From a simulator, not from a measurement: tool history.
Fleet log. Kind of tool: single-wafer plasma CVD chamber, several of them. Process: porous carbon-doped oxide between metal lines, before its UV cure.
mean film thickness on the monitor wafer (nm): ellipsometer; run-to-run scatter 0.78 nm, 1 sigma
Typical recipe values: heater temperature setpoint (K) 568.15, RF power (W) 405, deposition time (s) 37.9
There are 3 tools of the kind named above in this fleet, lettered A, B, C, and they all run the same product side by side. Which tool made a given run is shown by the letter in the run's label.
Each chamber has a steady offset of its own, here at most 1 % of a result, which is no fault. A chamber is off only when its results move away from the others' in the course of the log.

| run | hour | heater temperature setpoint (K) | RF power (W) | deposition time (s) | read-back reference wafer on the same gauge, thickness_nm | mean film thickness on the monitor wafer (nm) |
|---|---|---|---|---|---|---|
| 1C | 2.5 | 568.15 | 405 | 37.9 | 183.04 | 179.45 |
| 2A | 6.3 | 568.15 | 405 | 37.9 | 183.03 | 178.75 |
| 3B | 10.9 | 568.15 | 405 | 37.9 | 182.94 | 178.76 |
| 4B | 13.2 | 568.15 | 405 | 37.9 | 182.97 | 178.57 |
| 5C | 15.6 | 568.15 | 405 | 37.9 | 182.88 | 181.39 |
| 6A | 18.9 | 563.15 | 405 | 37.9 | 183.09 | 183.82 |
| 7C | 21.9 | 563.15 | 405 | 37.9 | 182.96 | 186.69 |
| 8A | 24.8 | 563.15 | 405 | 37.9 | 183.18 | 185.96 |
| 9B | 27.6 | 568.15 | 405 | 37.9 | 182.93 | 178.51 |
| 10B | 32.9 | 568.15 | 405 | 37.9 | 183.20 | 180.09 |
| 11C | 38.3 | 568.15 | 405 | 37.9 | 182.96 | 180.31 |
| 12A | 41.1 | 568.15 | 405 | 37.9 | 183.03 | 180.10 |
| 13C | 45.3 | 579.15 | 370 | 37.9 | 183.23 | 157.71 |
| 14B | 47.7 | 579.15 | 370 | 37.9 | 182.90 | 155.45 |
| 15A | 50.7 | 579.15 | 370 | 37.9 | 183.06 | 157.71 |
| 16B | 53.4 | 568.15 | 405 | 37.9 | 182.72 | 177.26 |
| 17A | 55.8 | 568.15 | 405 | 37.9 | 182.73 | 178.91 |
| 18C | 61.0 | 568.15 | 405 | 37.9 | 182.99 | 180.97 |
| 19B | 63.6 | 568.15 | 405 | 37.9 | 183.02 | 177.82 |
| 20C | 66.8 | 568.15 | 405 | 35.0 | 183.08 | 165.28 |
| 21A | 69.3 | 568.15 | 405 | 35.0 | 183.02 | 164.91 |
| 22B | 73.3 | 568.15 | 405 | 35.0 | 183.15 | 165.56 |
| 23A | 75.7 | 562.15 | 405 | 42.3 | 182.80 | 207.23 |
| 24C | 80.7 | 562.15 | 405 | 42.3 | 183.10 | 208.17 |
| 25C | 86.1 | 562.15 | 405 | 42.3 | 183.08 | 208.12 |
| 26B | 89.0 | 568.15 | 405 | 37.9 | 182.97 | 178.72 |
| 27A | 93.1 | 568.15 | 405 | 37.9 | 183.13 | 178.60 |
| 28B | 96.9 | 568.15 | 405 | 37.9 | 182.99 | 178.44 |
| 29A | 101.0 | 568.15 | 405 | 37.9 | 183.14 | 179.69 |
| 30C | 106.4 | 568.15 | 405 | 37.9 | 183.02 | 180.88 |
| 31B | 109.4 | 568.15 | 405 | 37.9 | 182.99 | 177.84 |
| 32C | 111.7 | 568.15 | 405 | 37.9 | 183.07 | 182.56 |
| 33A | 115.0 | 568.15 | 405 | 37.9 | 182.95 | 179.12 |
| 34C | 119.1 | 568.15 | 405 | 37.9 | 182.97 | 180.01 |
| 35A | 123.9 | 568.15 | 405 | 37.9 | 182.89 | 179.51 |
| 36B | 128.9 | 568.15 | 345 | 37.9 | 183.07 | 156.58 |
| 37A | 132.0 | 568.15 | 345 | 37.9 | 183.07 | 157.99 |
| 38B | 137.3 | 568.15 | 345 | 37.9 | 183.25 | 155.89 |
| 39C | 141.1 | 558.15 | 405 | 37.9 | 183.06 | 191.46 |
| 40C | 146.1 | 558.15 | 405 | 37.9 | 183.04 | 192.08 |
| 41A | 148.6 | 558.15 | 405 | 37.9 | 183.09 | 190.54 |
| 42B | 152.5 | 568.15 | 405 | 37.9 | 183.08 | 178.99 |

Next, all 3 chambers run the settings below, one line each with question marks for the results. What does each chamber give?
| 43A | 156.3 | 568.15 | 405 | 30.5 |  | ? |
| 43B | 156.3 | 568.15 | 405 | 30.5 |  | ? |
| 43C | 156.3 | 568.15 | 405 | 30.5 |  | ? |

| run | mean film thickness on the monitor wafer (nm) |
|---|---|
| 43A | 143.80 |
| 43B | 144.45 |
| 43C | 146.16 |
